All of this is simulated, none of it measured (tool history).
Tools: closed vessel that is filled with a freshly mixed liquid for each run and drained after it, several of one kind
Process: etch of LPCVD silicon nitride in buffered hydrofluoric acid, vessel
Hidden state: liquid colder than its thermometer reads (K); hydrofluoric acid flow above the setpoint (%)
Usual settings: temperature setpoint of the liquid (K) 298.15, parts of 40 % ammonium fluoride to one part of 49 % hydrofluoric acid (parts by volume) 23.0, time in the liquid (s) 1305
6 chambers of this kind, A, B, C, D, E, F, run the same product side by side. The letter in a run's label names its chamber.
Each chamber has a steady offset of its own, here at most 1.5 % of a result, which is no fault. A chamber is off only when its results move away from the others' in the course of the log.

run	day	temperature setpoint of the liquid (K)	parts of 40 % ammonium fluoride to one part of 49 % hydrofluoric acid (parts by volume)	time in the liquid (s)	hours since the thermometer was replaced	hours since the hydrofluoric acid flow meter was replaced	read-back film thickness of the LPCVD silicon nitride reference wafer, read on the same gauge (nm)	thickness taken off the LPCVD silicon nitride on a monitor wafer (nm)
1C	0.371	298.15	23.0	1305	1451.0	119.2	90.015	9.4777
2B	0.662	298.15	23.0	1305	1550.5	271.3	90.006	9.2062
3A	1.079	298.15	23.0	1305	167.2	1341.8	89.983	9.3077
4F	1.375	298.15	23.0	1305	2173.4	45.6	89.995	9.2300
5E	1.667	295.15	17.5	1305	227.2	1520.3	89.991	9.9340
6D	2.154	295.15	17.5	1305	425.2	524.5	89.997	9.9044
7B	2.504	295.15	17.5	1305	1594.7	315.5	89.997	9.9627
8F	2.992	295.15	17.5	1305	2212.2	84.4	90.001	9.9037
# day 3.175: chamber F: thermometer replaced
9A	3.242	295.15	17.5	1305	219.1	1393.7	89.993	10.0390
10E	3.638	295.15	17.5	1305	274.5	1567.6	89.967	9.9509
11C	4.188	299.65	23.0	695	1542.6	210.8	89.987	5.3646
12D	4.554	299.65	23.0	695	482.8	582.1	90.023	5.3560
13F	4.983	299.65	23.0	695	43.5	132.2	89.994	5.4232
14B	5.429	299.65	23.0	695	1664.9	385.7	90.025	5.4055
15C	5.896	299.65	23.0	695	1583.6	251.8	89.992	5.3844
16A	6.392	299.65	23.0	695	294.7	1469.3	89.989	5.3402
17D	6.829	298.15	23.0	1305	537.4	636.7	90.021	9.1913
18E	7.246	298.15	23.0	1305	361.1	1654.2	90.027	9.1921
19A	7.604	295.65	23.0	1305	323.8	1498.4	89.992	8.1875
20C	7.996	295.65	23.0	1305	1634.0	302.2	90.017	8.1835
21E	8.321	295.65	23.0	1305	386.9	1680.0	90.022	8.0304
22D	8.679	295.65	23.0	1305	581.8	681.1	90.015	8.0295
23B	9.217	295.65	23.0	1305	1755.8	476.6	89.996	8.1359
24F	9.654	295.65	23.0	1305	155.6	244.3	89.997	8.1287
25B	10.054	298.15	23.0	1740	1775.9	496.7	89.981	12.4850
26A	10.575	298.15	23.0	1740	395.1	1569.7	89.989	12.3510
27D	10.992	298.15	23.0	1740	637.3	736.6	90.000	12.3780
28E	11.512	298.15	23.0	1740	463.5	1756.6	89.984	12.5050
29C	11.875	298.15	23.0	1740	1727.1	395.3	89.957	12.5280
30F	12.167	298.15	23.0	1740	215.9	304.6	90.000	12.4580
31C	12.600	298.15	23.0	1305	1744.5	412.7	89.995	9.4860
32D	13.050	298.15	23.0	1305	686.7	786.0	89.998	9.2200
33A	13.308	298.15	23.0	1305	460.7	1635.3	89.981	9.3132
34F	13.554	298.15	23.0	1305	249.2	337.9	90.002	9.2580
35B	14.104	298.15	23.0	1305	1873.1	593.9	89.993	9.3372
36E	14.371	298.15	23.0	1305	532.1	1825.2	90.002	9.3016
37E	14.658	298.15	23.0	1305	539.0	1832.1	90.018	9.1370
38A	14.983	298.15	23.0	1305	500.9	1675.5	89.996	9.3307
39D	15.462	298.15	14.5	1305	744.6	843.9	90.004	13.9290
40F	15.954	298.15	14.5	1305	306.8	395.5	90.002	14.2740
41C	16.300	298.15	14.5	1305	1833.3	501.5	89.998	14.1010
42B	16.567	298.15	14.5	1305	1932.2	653.0	89.996	14.1190

Is one chamber off against the others, does the gauge drift, or is nothing wrong? If a chamber is off, say which, and what the likeliest cause is.

No chamber stands off beyond its own small offset, and the gauge holds steady.

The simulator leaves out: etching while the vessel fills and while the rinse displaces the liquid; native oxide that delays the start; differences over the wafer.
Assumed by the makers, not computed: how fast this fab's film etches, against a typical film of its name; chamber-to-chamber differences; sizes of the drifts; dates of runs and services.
